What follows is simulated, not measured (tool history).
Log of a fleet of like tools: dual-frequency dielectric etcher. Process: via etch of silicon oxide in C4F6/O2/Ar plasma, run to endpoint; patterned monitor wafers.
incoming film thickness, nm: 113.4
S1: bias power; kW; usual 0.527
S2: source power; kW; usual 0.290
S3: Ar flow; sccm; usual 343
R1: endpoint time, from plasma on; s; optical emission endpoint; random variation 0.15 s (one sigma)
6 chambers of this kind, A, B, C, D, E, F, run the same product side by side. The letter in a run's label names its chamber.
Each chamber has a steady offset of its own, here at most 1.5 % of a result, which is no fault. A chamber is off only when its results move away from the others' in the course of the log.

run,hour,S1,S2,S3,R1
1C,7.2,0.527,0.290,343,28.064
2D,21.2,0.527,0.290,343,28.373
3F,29.7,0.527,0.290,343,27.947
4E,41.7,0.527,0.290,343,27.856
# hour 42.7: chamber D: wet clean of the chamber
# hour 45.4: chamber F: Ar flow controller replaced
5B,54.9,0.527,0.290,343,28.048
6A,64.0,0.527,0.240,343,29.978
7E,73.1,0.527,0.240,343,30.282
8B,83.4,0.527,0.240,343,30.162
9A,96.2,0.527,0.240,343,29.707
10C,104.7,0.527,0.240,343,30.206
11D,110.9,0.527,0.240,343,30.374
12F,119.9,0.527,0.290,343,27.669
13B,130.1,0.527,0.290,343,28.062
14D,142.1,0.527,0.290,343,28.169
15C,155.8,0.527,0.290,343,28.129
16A,167.5,0.527,0.290,343,27.678
17F,178.9,0.527,0.290,343,28.017
18E,189.5,0.527,0.290,343,27.880
19F,203.3,0.527,0.290,343,28.042
# hour 211.9: chamber B: wet clean of the chamber
20D,212.1,0.527,0.290,343,28.262
21C,223.2,0.527,0.290,343,27.942
# hour 225.9: chamber C: wet clean of the chamber
# hour 234.2: chamber E: wet clean of the chamber
22E,234.6,0.527,0.290,343,29.324
23B,241.8,0.527,0.290,343,28.058
24A,248.8,0.527,0.290,343,27.844
25E,257.2,0.594,0.290,425,28.654
26F,265.7,0.594,0.290,425,27.298
27A,278.7,0.594,0.290,425,27.183
28C,285.2,0.594,0.290,425,27.134
29D,292.2,0.594,0.290,425,27.841
30B,299.1,0.594,0.290,425,27.391
# hour 304.1: chamber D: source power generator calibrated
31D,311.2,0.527,0.290,343,28.515
# hour 322.0: chamber A: wet clean of the chamber
32C,322.5,0.527,0.290,343,28.210
33E,332.2,0.527,0.290,343,29.668
34F,340.9,0.527,0.290,343,27.823
35A,351.8,0.527,0.290,343,27.365
36B,364.8,0.527,0.290,343,28.180

All 6 chambers run these settings next. Forecast each chamber's results:
37A,374.9,0.527,0.290,343,?
37B,374.9,0.527,0.290,343,?
37C,374.9,0.527,0.290,343,?
37D,374.9,0.527,0.290,343,?
37E,374.9,0.527,0.290,343,?
37F,374.9,0.527,0.290,343,?

run,R1
37A,27.838
37B,28.153
37C,28.026
37D,28.485
37E,29.450
37F,27.878
